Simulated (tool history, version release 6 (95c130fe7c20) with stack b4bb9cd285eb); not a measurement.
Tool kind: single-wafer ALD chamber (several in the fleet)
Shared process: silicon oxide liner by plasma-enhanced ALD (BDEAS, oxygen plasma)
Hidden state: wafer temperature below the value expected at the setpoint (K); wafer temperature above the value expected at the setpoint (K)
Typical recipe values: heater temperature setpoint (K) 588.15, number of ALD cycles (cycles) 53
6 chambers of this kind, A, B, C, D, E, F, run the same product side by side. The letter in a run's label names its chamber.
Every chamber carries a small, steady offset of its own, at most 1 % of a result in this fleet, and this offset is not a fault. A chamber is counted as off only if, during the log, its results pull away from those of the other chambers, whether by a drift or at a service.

run,hour,heater temperature setpoint (K),number of ALD cycles (cycles),hours since the last thermocouple change,"read-back reference wafer on the same gauge, thickness_nm",mean film thickness on the monitor wafer (nm)
1F,11.7,588.15,53,501.1,5.3167,4.8196
2C,20.6,588.15,53,109.7,5.3212,4.8325
3A,28.2,588.15,53,701.9,5.3261,4.8802
4B,35.8,588.15,53,1653.3,5.3186,4.8345
5D,44.3,578.15,43,2558.2,5.3193,4.0027
6E,53.4,578.15,43,327.5,5.3161,3.9477
7A,62.2,578.15,43,735.9,5.3179,4.0148
8B,71.7,578.15,43,1689.2,5.3177,3.9893
9E,83.1,578.15,43,357.2,5.3219,3.9481
10D,93.4,578.15,43,2607.3,5.3216,3.9978
11F,98.6,579.15,53,588,5.324,4.8829
12C,104,579.15,53,193.1,5.3175,4.9076
13E,109.5,579.15,53,383.6,5.3208,4.8326
14C,116.1,579.15,53,205.2,5.3202,4.8842
15B,123.2,579.15,53,1740.7,5.3203,4.9103
16A,131.7,579.15,53,805.4,5.3171,4.9553
17D,140.9,588.15,53,2654.8,5.3205,4.8654
18F,149.4,588.15,53,638.8,5.3215,4.8269
19A,158.3,588.15,53,832,5.3204,4.8841
20D,164.8,588.15,53,2678.7,5.3185,4.8525
21F,173.2,588.15,53,662.6,5.3186,4.8166
22E,179.2,588.15,53,453.3,5.3247,4.7986
23C,186.4,588.15,53,275.5,5.3243,4.8109
24B,196.7,588.15,53,1814.2,5.3235,4.836
25D,206.1,588.15,53,2720,5.3222,4.849
26C,213.6,588.15,53,302.7,5.3209,4.8525
27F,220.9,588.15,53,710.3,5.3201,4.8241
28B,229.8,588.15,49,1847.3,5.318,4.4709
29A,238.8,588.15,49,912.5,5.3195,4.5086
30E,245.1,588.15,49,519.2,5.319,4.3991
31F,254.5,588.15,49,743.9,5.3197,4.4611
32A,261.9,588.15,49,935.6,5.3218,4.5001
33B,267.8,588.15,49,1885.3,5.3193,4.474
34E,276.4,588.15,53,550.5,5.3195,4.7908
35C,285.5,588.15,48,374.6,5.3233,4.3805
# hour 287.1: chamber D: thermocouple changed; heater temperature recalibrated
36D,294,588.15,48,6.9,5.3199,4.4012
37C,301.7,588.15,48,390.8,5.3139,4.3707
38F,312.9,588.15,48,802.3,5.3193,4.3663
39D,320.7,588.15,48,33.6,5.3226,4.393

Has any chamber moved away from the others, gradually or after a service, or does the common gauge drift, or do the chambers differ only by their own small steady offsets? State the chamber and the most likely cause if one applies.

No chamber stands off beyond its own small offset, and the gauge holds steady.
